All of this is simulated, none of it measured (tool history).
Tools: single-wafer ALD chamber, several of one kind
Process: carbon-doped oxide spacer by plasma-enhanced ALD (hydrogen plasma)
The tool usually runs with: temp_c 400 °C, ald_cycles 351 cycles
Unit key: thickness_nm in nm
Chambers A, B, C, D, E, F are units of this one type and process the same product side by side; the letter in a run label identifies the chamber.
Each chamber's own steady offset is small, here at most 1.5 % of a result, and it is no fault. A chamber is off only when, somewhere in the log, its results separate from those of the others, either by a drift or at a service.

run   hour  temp_c  ald_cycles  hours since the last thermocouple change  read-back reference wafer on the same gauge, thickness_nm  thickness_nm
 1F    2.2     400         351                                     274.5                                                       16.7        17.541
         5  -- chamber B: thermocouple changed; heater temperature recalibrated
 2B    5.6     400         351                                       0.7                                                      16.71         17.72
 3E    9.5     400         351                                     486.8                                                     16.707        17.477
 4D   11.9     400         351                                      1226                                                      16.71        17.776
 5C   15.1     400         351                                      45.5                                                     16.716        17.728
 6A   17.5     400         351                                    1206.9                                                     16.714        17.539
 7C   21.7     400         351                                      52.1                                                     16.712        17.704
 8A   24.9     400         351                                    1214.3                                                     16.723        17.472
 9D   28.1     400         351                                    1242.2                                                     16.726         17.81
10B     32     400         351                                      27.1                                                     16.728        17.781
11E   35.1     400         351                                     512.4                                                     16.724        17.567
12F   39.6     412         294                                     311.9                                                     16.723        14.199
13E   42.5     412         294                                     519.8                                                     16.727        14.189
14A   46.7     412         294                                    1236.1                                                     16.732        14.114
15B   48.8     412         294                                      43.9                                                     16.735        14.339
16F   52.9     412         294                                     325.2                                                     16.733        14.187
17C   57.4     412         294                                      87.8                                                     16.739        14.299
18D   60.6     400         351                                    1274.7                                                     16.738        17.859
19B   64.4     400         351                                      59.5                                                     16.744        17.797
20A   68.2     400         351                                    1257.6                                                     16.744        17.543
21C   70.8     400         351                                     101.2                                                      16.75        17.735
22E   74.9     400         351                                     552.2                                                     16.753         17.57
23F   78.8     400         351                                     351.1                                                     16.758         17.58
24D   82.7     400         351                                    1296.8                                                     16.758        17.874
25E   86.7     400         351                                       564                                                     16.764        17.579
26B   90.7     400         351                                      85.8                                                     16.767        17.827
27D     94     406         301                                    1308.1                                                     16.769        15.051
28F   98.2     406         301                                     370.5                                                     16.771        14.847
29C  101.7     406         301                                     132.1                                                     16.772        14.895
30A  104.6     406         301                                      1294                                                     16.768        14.798
31C  108.6     406         301                                       139                                                     16.771        14.942
32E  113.1     406         301                                     590.4                                                     16.779        14.824
33B  117.6     400         351                                     112.7                                                     16.785        17.841
34A  119.7     400         351                                    1309.1                                                     16.783        17.545
35D  124.1     400         351                                    1338.2                                                      16.79        17.884
36F  128.2     386         293                                     400.5                                                     16.789        14.725
37F    131     386         293                                     403.3                                                     16.792        14.746

Has any chamber moved away from the others, gradually or after a service, or does the common gauge drift, or do the chambers differ only by their own small steady offsets? State the chamber and the most likely cause if one applies.

The shared gauge is drifting. All chambers look as if they move in step, but none is off.
Most likely cause: gauge reads high (%) = 0.564.
